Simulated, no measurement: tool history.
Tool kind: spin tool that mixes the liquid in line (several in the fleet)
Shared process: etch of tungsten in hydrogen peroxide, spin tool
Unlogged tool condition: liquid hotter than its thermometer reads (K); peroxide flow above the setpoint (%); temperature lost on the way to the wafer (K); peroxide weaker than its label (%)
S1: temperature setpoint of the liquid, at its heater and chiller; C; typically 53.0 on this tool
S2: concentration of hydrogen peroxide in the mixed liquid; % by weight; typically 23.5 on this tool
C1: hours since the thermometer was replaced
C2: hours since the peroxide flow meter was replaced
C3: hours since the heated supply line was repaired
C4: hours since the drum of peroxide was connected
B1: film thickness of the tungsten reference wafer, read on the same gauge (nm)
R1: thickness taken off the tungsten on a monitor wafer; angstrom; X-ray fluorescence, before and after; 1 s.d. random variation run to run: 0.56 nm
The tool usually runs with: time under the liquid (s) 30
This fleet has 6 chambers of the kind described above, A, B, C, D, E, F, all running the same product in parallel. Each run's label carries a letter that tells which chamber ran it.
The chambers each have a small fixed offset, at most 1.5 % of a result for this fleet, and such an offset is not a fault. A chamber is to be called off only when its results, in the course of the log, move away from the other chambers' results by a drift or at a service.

run 1F day=0.317 | S1=53.0 S2=23.5 time_under_the_liquid_(s)=30 | C1=675.4 C2=489.0 C3=1123.6 C4=682.3 | B1=89.995 | R1=726.60
run 2A day=0.929 | S1=53.0 S2=23.5 time_under_the_liquid_(s)=30 | C1=565.7 C2=773.9 C3=1943.4 C4=1114.4 | B1=90.023 | R1=728.78
run 3B day=1.529 | S1=53.0 S2=23.5 time_under_the_liquid_(s)=30 | C1=291.7 C2=99.8 C3=305.9 C4=346.9 | B1=89.998 | R1=744.76
run 4D day=1.883 | S1=53.0 S2=23.5 time_under_the_liquid_(s)=30 | C1=161.6 C2=1569.3 C3=1029.3 C4=352.6 | B1=89.953 | R1=743.75
run 5C day=2.521 | S1=53.0 S2=23.5 time_under_the_liquid_(s)=30 | C1=735.4 C2=535.0 C3=2557.7 C4=413.6 | B1=90.037 | R1=738.07
-- day=2.854 chamber B: new drum of peroxide connected
run 6E day=3.121 | S1=53.0 S2=23.5 time_under_the_liquid_(s)=30 | C1=158.3 C2=590.9 C3=195.9 C4=299.2 | B1=90.014 | R1=734.85
run 7D day=3.675 | S1=53.0 S2=23.5 time_under_the_liquid_(s)=30 | C1=204.6 C2=1612.3 C3=1072.3 C4=395.6 | B1=89.972 | R1=749.00
run 8F day=4.292 | S1=53.0 S2=21.0 time_under_the_liquid_(s)=45 | C1=770.8 C2=584.4 C3=1219.0 C4=777.7 | B1=89.997 | R1=1033.40
run 9B day=4.608 | S1=53.0 S2=21.0 time_under_the_liquid_(s)=45 | C1=365.6 C2=173.7 C3=379.8 C4=42.1 | B1=90.055 | R1=1037.30
run 10C day=4.967 | S1=53.0 S2=21.0 time_under_the_liquid_(s)=45 | C1=794.1 C2=593.7 C3=2616.4 C4=472.3 | B1=89.983 | R1=1042.90
run 11A day=5.438 | S1=53.0 S2=21.0 time_under_the_liquid_(s)=45 | C1=673.9 C2=882.1 C3=2051.6 C4=1222.6 | B1=90.018 | R1=1030.40
run 12E day=5.996 | S1=53.0 S2=21.0 time_under_the_liquid_(s)=45 | C1=227.3 C2=659.9 C3=264.9 C4=368.2 | B1=89.967 | R1=1034.00
run 13A day=6.304 | S1=53.0 S2=21.0 time_under_the_liquid_(s)=45 | C1=694.7 C2=902.9 C3=2072.4 C4=1243.4 | B1=90.047 | R1=1025.70
run 14F day=6.721 | S1=53.0 S2=23.5 time_under_the_liquid_(s)=30 | C1=829.1 C2=642.7 C3=1277.3 C4=836.0 | B1=90.005 | R1=730.22
run 15B day=7.204 | S1=53.0 S2=23.5 time_under_the_liquid_(s)=30 | C1=427.9 C2=236.0 C3=442.1 C4=104.4 | B1=89.993 | R1=743.65
-- day=7.254 chamber A: peroxide flow meter replaced
run 16E day=7.521 | S1=53.0 S2=23.5 time_under_the_liquid_(s)=30 | C1=263.9 C2=696.5 C3=301.5 C4=404.8 | B1=90.042 | R1=728.93
run 17C day=8.008 | S1=53.0 S2=26.5 time_under_the_liquid_(s)=40 | C1=867.1 C2=666.7 C3=2689.4 C4=545.3 | B1=89.983 | R1=1040.00
run 18D day=8.392 | S1=53.0 S2=26.5 time_under_the_liquid_(s)=40 | C1=317.8 C2=1725.5 C3=1185.5 C4=508.8 | B1=89.985 | R1=1061.70
-- day=8.829 chamber F: new drum of peroxide connected
run 19F day=8.888 | S1=53.0 S2=26.5 time_under_the_liquid_(s)=40 | C1=881.1 C2=694.7 C3=1329.3 C4=1.4 | B1=90.013 | R1=1046.40
-- day=9.138 chamber A: new drum of peroxide connected
run 20B day=9.279 | S1=53.0 S2=26.5 time_under_the_liquid_(s)=40 | C1=477.7 C2=285.8 C3=491.9 C4=154.2 | B1=90.000 | R1=1045.60
run 21A day=9.900 | S1=53.0 S2=26.5 time_under_the_liquid_(s)=40 | C1=781.0 C2=63.6 C3=2158.7 C4=18.4 | B1=89.973 | R1=1041.60
-- day=9.967 chamber F: thermometer replaced
run 22C day=10.400 | S1=53.0 S2=26.5 time_under_the_liquid_(s)=40 | C1=924.5 C2=724.1 C3=2746.8 C4=602.7 | B1=90.014 | R1=1045.20
run 23E day=10.792 | S1=53.0 S2=28.0 time_under_the_liquid_(s)=35 | C1=342.4 C2=775.0 C3=380.0 C4=483.3 | B1=89.997 | R1=941.65
run 24D day=11.262 | S1=53.0 S2=28.0 time_under_the_liquid_(s)=35 | C1=386.7 C2=1794.4 C3=1254.4 C4=577.7 | B1=89.949 | R1=956.61
run 25C day=11.746 | S1=53.0 S2=28.0 time_under_the_liquid_(s)=35 | C1=956.8 C2=756.4 C3=2779.1 C4=635.0 | B1=89.991 | R1=946.20
-- day=12.183 chamber E: new drum of peroxide connected
run 26B day=12.308 | S1=53.0 S2=28.0 time_under_the_liquid_(s)=35 | C1=550.4 C2=358.5 C3=564.6 C4=226.9 | B1=89.990 | R1=942.10
run 27A day=12.971 | S1=53.0 S2=28.0 time_under_the_liquid_(s)=35 | C1=854.7 C2=137.3 C3=2232.4 C4=92.1 | B1=89.977 | R1=931.04
run 28F day=13.550 | S1=53.0 S2=28.0 time_under_the_liquid_(s)=35 | C1=86.1 C2=806.6 C3=1441.2 C4=113.3 | B1=89.995 | R1=934.25
run 29E day=14.100 | S1=53.0 S2=23.5 time_under_the_liquid_(s)=30 | C1=421.8 C2=854.4 C3=459.4 C4=46.0 | B1=90.059 | R1=732.26
run 30D day=14.604 | S1=61.5 S2=27.0 time_under_the_liquid_(s)=30 | C1=466.9 C2=1874.6 C3=1334.6 C4=657.9 | B1=90.004 | R1=1305.40
-- day=14.938 chamber E: peroxide flow meter replaced
run 31E day=15.133 | S1=61.5 S2=27.0 time_under_the_liquid_(s)=30 | C1=446.6 C2=4.8 C3=484.2 C4=70.8 | B1=90.024 | R1=1300.60
run 32F day=15.571 | S1=61.5 S2=27.0 time_under_the_liquid_(s)=30 | C1=134.6 C2=855.1 C3=1489.7 C4=161.8 | B1=89.988 | R1=1270.90
run 33A day=16.088 | S1=61.5 S2=27.0 time_under_the_liquid_(s)=30 | C1=929.5 C2=212.1 C3=2307.2 C4=166.9 | B1=90.047 | R1=1292.10
run 34C day=16.562 | S1=61.5 S2=27.0 time_under_the_liquid_(s)=30 | C1=1072.4 C2=872.0 C3=2894.7 C4=750.6 | B1=89.997 | R1=1345.30
-- day=16.767 chamber B: new drum of peroxide connected
run 35D day=16.975 | S1=61.5 S2=27.0 time_under_the_liquid_(s)=30 | C1=523.8 C2=1931.5 C3=1391.5 C4=714.8 | B1=90.020 | R1=1327.40
run 36B day=17.492 | S1=53.0 S2=23.5 time_under_the_liquid_(s)=30 | C1=674.8 C2=482.9 C3=689.0 C4=17.4 | B1=89.997 | R1=744.73
run 37A day=18.138 | S1=53.0 S2=23.5 time_under_the_liquid_(s)=30 | C1=978.7 C2=261.3 C3=2356.4 C4=216.1 | B1=89.979 | R1=737.38
run 38B day=18.796 | S1=53.0 S2=23.5 time_under_the_liquid_(s)=30 | C1=706.1 C2=514.2 C3=720.3 C4=48.7 | B1=90.000 | R1=730.27
run 39C day=19.396 | S1=53.0 S2=23.5 time_under_the_liquid_(s)=30 | C1=1140.4 C2=940.0 C3=2962.7 C4=818.6 | B1=89.967 | R1=763.07
run 40E day=19.804 | S1=53.0 S2=23.5 time_under_the_liquid_(s)=30 | C1=558.7 C2=116.9 C3=596.3 C4=182.9 | B1=90.071 | R1=743.29
run 41D day=20.396 | S1=53.0 S2=23.5 time_under_the_liquid_(s)=30 | C1=605.9 C2=2013.6 C3=1473.6 C4=796.9 | B1=90.010 | R1=749.82
run 42F day=20.933 | S1=53.0 S2=23.5 time_under_the_liquid_(s)=20 | C1=263.3 C2=983.8 C3=1618.4 C4=290.5 | B1=90.044 | R1=485.93

Each of the 6 chambers runs these same settings next. Fill in every chamber's results:
run 43A day=21.408 | S1=53.0 S2=23.5 time_under_the_liquid_(s)=30 | R1=?
run 43B day=21.408 | S1=53.0 S2=23.5 time_under_the_liquid_(s)=30 | R1=?
run 43C day=21.408 | S1=53.0 S2=23.5 time_under_the_liquid_(s)=30 | R1=?
run 43D day=21.408 | S1=53.0 S2=23.5 time_under_the_liquid_(s)=30 | R1=?
run 43E day=21.408 | S1=53.0 S2=23.5 time_under_the_liquid_(s)=30 | R1=?
run 43F day=21.408 | S1=53.0 S2=23.5 time_under_the_liquid_(s)=30 | R1=?

run=43A R1=732.82
run=43B R1=739.67
run=43C R1=786.22
run=43D R1=756.60
run=43E R1=746.66
run=43F R1=725.84

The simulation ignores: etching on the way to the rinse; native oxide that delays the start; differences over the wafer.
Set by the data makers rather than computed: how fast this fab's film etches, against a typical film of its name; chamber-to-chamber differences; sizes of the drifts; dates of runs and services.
